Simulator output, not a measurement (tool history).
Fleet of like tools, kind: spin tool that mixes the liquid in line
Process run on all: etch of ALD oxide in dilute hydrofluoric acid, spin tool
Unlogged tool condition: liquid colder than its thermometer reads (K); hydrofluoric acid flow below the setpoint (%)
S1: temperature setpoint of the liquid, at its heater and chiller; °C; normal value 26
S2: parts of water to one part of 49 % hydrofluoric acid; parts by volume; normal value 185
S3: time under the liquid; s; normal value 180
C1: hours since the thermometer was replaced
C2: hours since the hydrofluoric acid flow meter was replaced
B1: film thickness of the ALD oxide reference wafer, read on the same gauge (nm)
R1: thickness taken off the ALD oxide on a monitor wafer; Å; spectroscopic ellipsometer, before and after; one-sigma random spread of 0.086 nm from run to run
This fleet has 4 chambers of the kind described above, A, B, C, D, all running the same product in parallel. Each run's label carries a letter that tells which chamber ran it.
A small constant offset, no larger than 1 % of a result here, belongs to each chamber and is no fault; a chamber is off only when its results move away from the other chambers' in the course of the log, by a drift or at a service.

run   hour    S1   S2   S3     C1      C2      B1      R1
 1C    7.5    26  185  180   41.5    26.8  130.05  115.02
 2A   12.7    26  185  180  389.3   787.1  130.02  114.82
 3B   19.2    26  185  180  130.9     375  129.94  114.23
 4D   28.6    26  185  180  695.9  1112.9     130  116.51
 5B   35.5    26  185  180  147.2   391.3  129.95  113.44
 6A   46.8    30  185  180  423.4   821.2  129.99   135.1
 7C   56.9    30  185  180   90.9    76.2  130.01  132.97
 8D   65.8    30  185  180  733.1  1150.1  129.97  135.23
 9C   75.2    30  185  180  109.2    94.5     130   133.9
10A   81.1    26  185  180  457.7   855.5  129.99  116.82
11B     88    26  185  180  199.7   443.8  129.97  115.55
12D   93.1    26  185  180  760.4  1177.4  130.04   116.3
13D  100.8    26  185  180  768.1  1185.1  130.03  114.68
14A  107.1    26  185  180  483.7   881.5  129.98  115.88
15B  115.2  27.5  185  105  226.9     471  130.01  70.207
16C  125.5  27.5  185  105  159.5   144.8  129.98  70.802
17A  133.4  27.5  185  105    510   907.8  130.01  71.556
18D    139  27.5  185  105  806.3  1223.3  130.04  70.488
19B  149.7    26  185  180  261.4   505.5  130.01  114.32
20C  161.2    26  185  180  195.2   180.5  129.99  114.58
21C  172.3    26  185  180  206.3   191.6  129.95  113.72
22B    179    26  185  180  290.7   534.8  130.02  115.19
23A  184.7    26  185  180  561.3   959.1  129.98  117.06
24D  192.5    26  185  180  859.8  1276.8     130  110.04
25B  199.7    26  185  180  311.4   555.5     130  113.27
26A  210.7  24.5  130  180  587.3   985.1     130  167.09
27D  218.7  24.5  130  180    886    1303  130.03  158.93
28C  228.3  24.5  130  180  262.3   247.6  130.01  166.33
29B  237.9  24.5  130  180  349.6   593.7  130.07  164.99
30A  247.4    26  185  180    624  1021.8  129.96  116.69
31D  254.7    26  185  180    922    1339  130.02  107.24
32C  260.8    26  185  180  294.8   280.1  130.03  114.52
33C  266.7    26  185  180  300.7     286  129.96  114.97
34B  276.8    26  185  180  388.5   632.6  129.99  114.89
35D  285.7    26  185  180    953    1370  130.02  107.41

All chambers now run identical settings, listed one chamber a line with results as question marks. What results will each chamber show?
36A  293.9  26  185  180               ?
36B  293.9  26  185  180               ?
36C  293.9  26  185  180               ?
36D  293.9  26  185  180               ?

run      R1
36A  115.45
36B  113.78
36C  114.04
36D  107.08
